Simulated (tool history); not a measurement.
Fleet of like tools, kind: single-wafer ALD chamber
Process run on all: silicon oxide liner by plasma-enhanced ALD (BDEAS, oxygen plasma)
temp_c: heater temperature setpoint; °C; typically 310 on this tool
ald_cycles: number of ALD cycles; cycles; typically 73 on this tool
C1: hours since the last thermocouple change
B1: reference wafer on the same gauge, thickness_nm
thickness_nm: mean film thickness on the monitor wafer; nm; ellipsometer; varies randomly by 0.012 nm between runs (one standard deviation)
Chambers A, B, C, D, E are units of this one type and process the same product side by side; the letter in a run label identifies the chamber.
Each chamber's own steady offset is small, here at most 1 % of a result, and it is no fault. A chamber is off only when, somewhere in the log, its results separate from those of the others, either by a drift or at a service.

run 1E hour=2.7 | temp_c=310 ald_cycles=73 | C1=12.8 | B1=7.6597 | thickness_nm=6.7498
run 2B hour=7 | temp_c=310 ald_cycles=73 | C1=725.3 | B1=7.661 | thickness_nm=6.7249
run 3A hour=10 | temp_c=310 ald_cycles=73 | C1=143.4 | B1=7.657 | thickness_nm=6.648
run 4C hour=13 | temp_c=310 ald_cycles=73 | C1=453.6 | B1=7.6535 | thickness_nm=6.7391
run 5D hour=15.4 | temp_c=310 ald_cycles=73 | C1=846.2 | B1=7.6546 | thickness_nm=6.7021
run 6C hour=20.7 | temp_c=310 ald_cycles=73 | C1=461.3 | B1=7.6549 | thickness_nm=6.7253
run 7B hour=25.6 | temp_c=310 ald_cycles=73 | C1=743.9 | B1=7.6484 | thickness_nm=6.6991
run 8E hour=29.1 | temp_c=317 ald_cycles=82 | C1=39.2 | B1=7.6493 | thickness_nm=7.4984
run 9D hour=32.4 | temp_c=317 ald_cycles=82 | C1=863.2 | B1=7.6496 | thickness_nm=7.4601
run 10A hour=35.3 | temp_c=317 ald_cycles=82 | C1=168.7 | B1=7.6475 | thickness_nm=7.3868
run 11E hour=39.2 | temp_c=317 ald_cycles=82 | C1=49.3 | B1=7.645 | thickness_nm=7.4955
run 12A hour=41.7 | temp_c=317 ald_cycles=82 | C1=175.1 | B1=7.6512 | thickness_nm=7.3783
run 13B hour=45.4 | temp_c=323 ald_cycles=81 | C1=763.7 | B1=7.6465 | thickness_nm=7.3327
run 14D hour=50.2 | temp_c=323 ald_cycles=81 | C1=881 | B1=7.6456 | thickness_nm=7.2918
run 15C hour=53 | temp_c=323 ald_cycles=81 | C1=493.6 | B1=7.6417 | thickness_nm=7.3047
run 16D hour=56 | temp_c=323 ald_cycles=81 | C1=886.8 | B1=7.6407 | thickness_nm=7.3135
run 17B hour=59.5 | temp_c=323 ald_cycles=81 | C1=777.8 | B1=7.6371 | thickness_nm=7.2906
run 18A hour=62.8 | temp_c=310 ald_cycles=73 | C1=196.2 | B1=7.637 | thickness_nm=6.6435
run 19C hour=66.1 | temp_c=323 ald_cycles=73 | C1=506.7 | B1=7.6388 | thickness_nm=6.591
run 20E hour=70 | temp_c=323 ald_cycles=73 | C1=80.1 | B1=7.6338 | thickness_nm=6.587
run 21D hour=74.5 | temp_c=323 ald_cycles=73 | C1=905.3 | B1=7.6357 | thickness_nm=6.5772
run 22B hour=79.1 | temp_c=323 ald_cycles=73 | C1=797.4 | B1=7.6331 | thickness_nm=6.5603
run 23E hour=83.6 | temp_c=323 ald_cycles=73 | C1=93.7 | B1=7.6339 | thickness_nm=6.6017
run 24A hour=88.5 | temp_c=310 ald_cycles=73 | C1=221.9 | B1=7.6312 | thickness_nm=6.6475
run 25C hour=92.6 | temp_c=310 ald_cycles=73 | C1=533.2 | B1=7.6248 | thickness_nm=6.7235
run 26E hour=96.6 | temp_c=310 ald_cycles=73 | C1=106.7 | B1=7.6283 | thickness_nm=6.6979
run 27A hour=101.1 | temp_c=310 ald_cycles=73 | C1=234.5 | B1=7.6262 | thickness_nm=6.6321
run 28D hour=104.6 | temp_c=310 ald_cycles=73 | C1=935.4 | B1=7.6217 | thickness_nm=6.6816
run 29B hour=108 | temp_c=322 ald_cycles=73 | C1=826.3 | B1=7.626 | thickness_nm=6.5758
run 30C hour=112.8 | temp_c=322 ald_cycles=73 | C1=553.4 | B1=7.6201 | thickness_nm=6.5821
run 31B hour=115.9 | temp_c=322 ald_cycles=73 | C1=834.2 | B1=7.6184 | thickness_nm=6.5777
-- hour=117.1 chamber B: thermocouple changed; heater temperature recalibrated
run 32C hour=119.7 | temp_c=322 ald_cycles=73 | C1=560.3 | B1=7.6206 | thickness_nm=6.5829
run 33A hour=124.2 | temp_c=322 ald_cycles=73 | C1=257.6 | B1=7.6203 | thickness_nm=6.5066
run 34E hour=127.1 | temp_c=310 ald_cycles=73 | C1=137.2 | B1=7.6189 | thickness_nm=6.7151
run 35D hour=131.4 | temp_c=310 ald_cycles=73 | C1=962.2 | B1=7.6126 | thickness_nm=6.6761
run 36C hour=135.9 | temp_c=310 ald_cycles=73 | C1=576.5 | B1=7.6106 | thickness_nm=6.7066
run 37D hour=140.6 | temp_c=310 ald_cycles=73 | C1=971.4 | B1=7.6142 | thickness_nm=6.6701
run 38B hour=143.6 | temp_c=310 ald_cycles=73 | C1=26.6 | B1=7.6107 | thickness_nm=6.6712
run 39A hour=146.1 | temp_c=322 ald_cycles=82 | C1=279.5 | B1=7.6107 | thickness_nm=7.2846
run 40E hour=150.6 | temp_c=322 ald_cycles=82 | C1=160.7 | B1=7.6074 | thickness_nm=7.3896
run 41A hour=154.7 | temp_c=322 ald_cycles=82 | C1=288.1 | B1=7.6069 | thickness_nm=7.2937

Next, all 5 chambers run the settings below, one line each with question marks for the results. What does each chamber give?
run 42A hour=158.5 | temp_c=319 ald_cycles=73 | thickness_nm=?
run 42B hour=158.5 | temp_c=319 ald_cycles=73 | thickness_nm=?
run 42C hour=158.5 | temp_c=319 ald_cycles=73 | thickness_nm=?
run 42D hour=158.5 | temp_c=319 ald_cycles=73 | thickness_nm=?
run 42E hour=158.5 | temp_c=319 ald_cycles=73 | thickness_nm=?

run=42A thickness_nm=6.5248
run=42B thickness_nm=6.5925
run=42C thickness_nm=6.6113
run=42D thickness_nm=6.5885
run=42E thickness_nm=6.5931
